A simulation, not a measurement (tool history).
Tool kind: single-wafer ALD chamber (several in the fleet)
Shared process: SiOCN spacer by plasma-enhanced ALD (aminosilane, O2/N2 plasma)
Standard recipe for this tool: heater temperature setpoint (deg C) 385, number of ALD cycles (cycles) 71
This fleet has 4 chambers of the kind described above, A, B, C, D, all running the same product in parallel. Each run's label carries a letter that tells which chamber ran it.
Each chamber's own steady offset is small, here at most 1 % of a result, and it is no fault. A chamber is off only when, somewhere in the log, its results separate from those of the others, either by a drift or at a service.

run,day,heater temperature setpoint (deg C),number of ALD cycles (cycles),hours since the last thermocouple change,"read-back reference wafer on the same gauge, thickness_nm",mean film thickness on the monitor wafer (angstrom)
1A,0.329,385,71,1024.0,4.9343,42.392
2C,0.817,385,71,657.0,4.9366,42.817
3D,1.175,385,71,373.0,4.9464,42.684
4B,1.458,385,71,981.0,4.9347,43.012
5A,1.717,385,71,1057.3,4.9303,42.451
6C,2.112,385,71,688.1,4.9477,42.346
7B,2.479,385,71,1005.5,4.9358,43.596
8D,2.771,385,71,411.3,4.9373,42.746
9C,3.317,385,71,717.0,4.9444,42.617
10D,3.658,385,71,432.6,4.9449,43.184
11A,4.146,385,71,1115.6,4.9400,42.869
12B,4.400,385,71,1051.6,4.9431,43.227
13D,4.946,385,71,463.5,4.9387,43.202
14A,5.371,385,71,1145.0,4.9408,43.444
15C,5.871,385,71,778.3,4.9402,42.635
16B,6.392,385,71,1099.4,4.9419,43.525
17C,6.783,385,71,800.2,4.9440,42.728
18D,7.225,385,65,518.2,4.9393,39.564
19B,7.729,385,65,1131.5,4.9410,39.707
20A,8.142,385,65,1211.5,4.9319,39.109
21C,8.542,385,65,842.4,4.9397,39.375
22A,9.096,385,71,1234.4,4.9450,42.748
23D,9.558,385,71,574.2,4.9460,42.538
24B,10.092,385,76,1188.2,4.9407,46.926
25A,10.529,385,76,1268.8,4.9354,46.261

Predict what each chamber gives when all 4 of them run the settings below next.
26A,10.950,394,71,,,?
26B,10.950,394,71,,,?
26C,10.950,394,71,,,?
26D,10.950,394,71,,,?

run,mean film thickness on the monitor wafer (angstrom)
26A,42.340
26B,43.168
26C,42.007
26D,42.785
